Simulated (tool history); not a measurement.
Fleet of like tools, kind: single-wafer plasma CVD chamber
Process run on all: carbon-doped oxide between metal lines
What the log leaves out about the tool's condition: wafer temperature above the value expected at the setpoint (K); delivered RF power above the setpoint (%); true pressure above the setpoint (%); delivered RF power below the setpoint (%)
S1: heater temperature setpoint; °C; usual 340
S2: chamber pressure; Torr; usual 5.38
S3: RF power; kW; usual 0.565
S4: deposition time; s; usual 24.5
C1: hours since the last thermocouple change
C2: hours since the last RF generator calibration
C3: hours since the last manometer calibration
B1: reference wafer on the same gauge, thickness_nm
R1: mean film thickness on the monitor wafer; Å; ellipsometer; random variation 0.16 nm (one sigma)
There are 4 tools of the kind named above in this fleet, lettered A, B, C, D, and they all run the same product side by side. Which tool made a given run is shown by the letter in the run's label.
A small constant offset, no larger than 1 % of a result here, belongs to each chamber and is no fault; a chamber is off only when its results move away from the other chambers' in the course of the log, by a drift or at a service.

run   hour   S1    S2     S3    S4      C1      C2      C3      B1      R1
 1A    2.9  340  5.38  0.565  24.5    57.7      41    27.9  147.95  1419.2
 2B    5.6  340  5.38  0.565  24.5  1139.5   936.2  1110.1  147.97    1400
 3D    8.6  340  5.38  0.565  24.5  1453.6   714.1   503.6  147.95  1412.3
 4C     13  340  5.38  0.565  24.5  1283.5  1801.2   513.8  147.93  1406.9
 5D   16.3  340  5.38  0.565  24.5  1461.3   721.8   511.3  147.91  1411.7
 6C     20  340  5.38  0.565  24.5  1290.5  1808.2   520.8  147.88  1405.5
 7B   22.5  340  5.38  0.565  24.5  1156.4   953.1    1127  147.87  1398.5
 8A   26.9  340  5.38  0.565  24.5    81.7      65    51.9  147.86  1418.2
 9D   29.3  340  5.38  0.565  24.5  1474.3   734.8   524.3  147.82  1412.7
10A   32.3  340  5.38  0.565  24.5    87.1    70.4    57.3  147.82  1418.8
11C   34.8  340  5.38  0.565  24.5  1305.3    1823   535.6  147.86  1407.7
12B   37.9  340  5.38  0.565  24.5  1171.8   968.5  1142.4  147.78  1400.8
13A   41.4  340  5.38  0.565  24.5    96.2    79.5    66.4  147.76  1414.4
14C   45.3  340  5.38  0.565  24.5  1315.8  1833.5   546.1  147.73  1409.8
15B   49.3  340  5.38  0.565  24.5  1183.2   979.9  1153.8  147.74  1397.4
16D     53  327  5.38  0.565  24.5    1498   758.5     548  147.74  1474.7
17B   57.5  327  5.38  0.565  24.5  1191.4   988.1    1162  147.71  1464.5
18D   61.8  327  5.38  0.565  24.5  1506.8   767.3   556.8  147.66  1476.3
19A   64.7  327  5.38  0.565  24.5   119.5   102.8    89.7  147.66  1483.5
20C   69.2  340  5.38  0.565  24.5  1339.7  1857.4     570  147.58  1410.4
21A   72.9  340  5.38  0.565  24.5   127.7     111    97.9  147.63  1416.3
22B     76  340  5.38  0.565  24.5  1209.9  1006.6  1180.5  147.57  1399.5
      78.2  -- chamber B: RF generator calibrated
23C   80.1  340  5.38  0.565  24.5  1350.6  1868.3   580.9   147.6  1404.8
24D   84.2  340  5.38  0.565  24.5  1529.2   789.7   579.2   147.5  1412.2
25B   87.6  340  5.38  0.565  24.5  1221.5     9.4  1192.1  147.47  1399.9
26D   89.9  340  5.38  0.565  24.5  1534.9   795.4   584.9  147.47    1410
27A   93.4  340  5.38  0.565  24.5   148.2   131.5   118.4  147.42  1416.2
28C   95.3  340  5.38  0.565  24.5  1365.8  1883.5   596.1  147.46  1404.6
29A   99.8  340  5.38  0.565  24.5   154.6   137.9   124.8  147.44  1416.9
30C  102.6  340  5.38  0.565  24.5  1373.1  1890.8   603.4  147.41  1407.2
31D  104.8  340  5.38  0.515  24.5  1549.8   810.3   599.8  147.37  1332.6
32B  108.4  340  5.38  0.515  24.5  1242.3    30.2  1212.9   147.4  1313.5
33C  111.3  340  5.38  0.515  24.5  1381.8  1899.5   612.1  147.38  1325.7
34B  113.3  340  5.38  0.515  24.5  1247.2    35.1  1217.8  147.34  1312.8

Is one chamber out of step, is the gauge drifting, or do the chambers differ by no more than their own small offsets? For an off chamber, give its letter and the likeliest cause.

The shared gauge is drifting. All chambers look as if they move in step, but none is off.
Most likely cause: gauge reads low (%) = 0.453.

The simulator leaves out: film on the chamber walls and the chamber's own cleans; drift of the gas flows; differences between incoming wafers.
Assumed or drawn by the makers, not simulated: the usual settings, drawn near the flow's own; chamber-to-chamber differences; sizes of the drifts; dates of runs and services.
